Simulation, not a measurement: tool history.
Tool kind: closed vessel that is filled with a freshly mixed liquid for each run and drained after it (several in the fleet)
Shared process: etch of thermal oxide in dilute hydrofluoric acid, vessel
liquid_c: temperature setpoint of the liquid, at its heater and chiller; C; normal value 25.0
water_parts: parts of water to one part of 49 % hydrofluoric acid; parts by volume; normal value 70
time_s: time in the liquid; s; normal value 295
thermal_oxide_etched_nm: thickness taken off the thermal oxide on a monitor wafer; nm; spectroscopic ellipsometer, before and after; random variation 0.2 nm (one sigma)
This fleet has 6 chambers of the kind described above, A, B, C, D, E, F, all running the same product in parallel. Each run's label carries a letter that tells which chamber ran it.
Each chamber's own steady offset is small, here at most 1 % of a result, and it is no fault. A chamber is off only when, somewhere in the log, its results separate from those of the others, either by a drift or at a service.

run,hour,liquid_c,water_parts,time_s,hours since the thermometer was replaced,hours since the hydrofluoric acid flow meter was replaced,"read-back film thickness of the thermal oxide reference wafer, read on the same gauge (nm)",thermal_oxide_etched_nm
1B,7.4,25.0,70,295,801.6,589.9,149.95,21.055
2F,12.2,25.0,70,295,990.3,215.3,150.01,21.192
3C,17.5,25.0,70,295,1167.6,845.0,149.98,21.422
4E,23.1,25.0,70,295,2106.3,1773.3,149.96,21.406
5D,29.1,25.0,70,295,681.7,198.3,149.98,21.517
6A,36.4,25.0,90,435,166.9,331.7,149.97,23.653
7D,41.3,25.0,90,435,693.9,210.5,150.04,23.743
8C,50.2,25.0,90,435,1200.3,877.7,149.97,24.160
9F,59.2,25.0,90,435,1037.3,262.3,150.05,24.031
10B,65.9,25.0,90,435,860.1,648.4,149.96,24.110
11A,73.5,25.0,90,435,204.0,368.8,150.00,23.240
12E,81.9,20.5,45,295,2165.1,1832.1,149.99,28.307
13A,89.7,20.5,45,295,220.2,385.0,150.01,28.121
14D,96.4,20.5,45,295,749.0,265.6,150.02,29.147
15E,104.0,20.5,45,295,2187.2,1854.2,150.07,28.560
16B,109.3,20.5,45,295,903.5,691.8,150.04,28.094
17F,115.4,20.5,45,295,1093.5,318.5,150.00,27.697
18C,122.1,25.0,85,295,1272.2,949.6,150.00,17.313
19C,126.7,25.0,85,295,1276.8,954.2,149.98,16.848
20F,133.4,25.0,85,295,1111.5,336.5,149.96,17.349
21E,142.1,25.0,85,295,2225.3,1892.3,150.03,17.270
22D,149.2,25.0,85,295,801.8,318.4,149.99,17.482
23B,156.1,25.0,85,295,950.3,738.6,149.99,17.409
24A,163.8,25.0,70,295,294.3,459.1,150.02,20.204
25A,172.0,25.0,70,295,302.5,467.3,150.03,19.934
26D,181.0,25.0,70,405,833.6,350.2,150.01,29.851
27F,188.6,25.0,70,405,1166.7,391.7,150.02,29.393
28B,196.5,25.0,70,405,990.7,779.0,150.02,29.245
29E,200.5,25.0,70,405,2283.7,1950.7,150.01,29.893
30C,204.8,25.0,70,405,1354.9,1032.3,150.02,28.861
31C,209.0,25.0,70,405,1359.1,1036.5,149.98,29.015
32B,213.6,25.0,70,295,1007.8,796.1,150.02,21.672
33E,219.8,25.0,70,295,2303.0,1970.0,150.03,21.352
34D,226.2,25.0,70,295,878.8,395.4,149.93,21.368
35A,232.9,25.0,70,295,363.4,528.2,149.95,19.431
36F,241.1,25.0,95,295,1219.2,444.2,150.00,15.150

What goes on in this fleet: one chamber off, a drifting gauge, or nothing beyond the chambers' own small offsets? Name the chamber and the cause, if any.

One chamber, A, drifts off from the rest bit by bit.
What lies behind it: hydrofluoric acid flow below the setpoint (%) = 8.72.
The log may not separate it from: liquid colder than its thermometer reads (K).

Here are 4 candidates for chamber A's next run, each the usual settings with a change, their results left as question marks. Which one brings its results back in line with what the others give on the usual settings?
Allowed miss from the other chambers' usual-settings mean, per result, to count as in line: thermal_oxide_etched_nm 0.710 nm
37A-1,247.5,25.0,70,250,,,,?
37A-2,247.5,27.5,70,295,,,,?
37A-3,247.5,29.0,70,295,,,,?
37A-4,247.5,24.5,75,295,,,,?

Usual-settings mean across the other chambers: thermal_oxide_etched_nm 21.320 nm
run,thermal_oxide_etched_nm
37A-1,16.303
37A-2,21.203
37A-3,22.459
37A-4,17.475
37A-2 puts the chamber back in line with the other chambers.
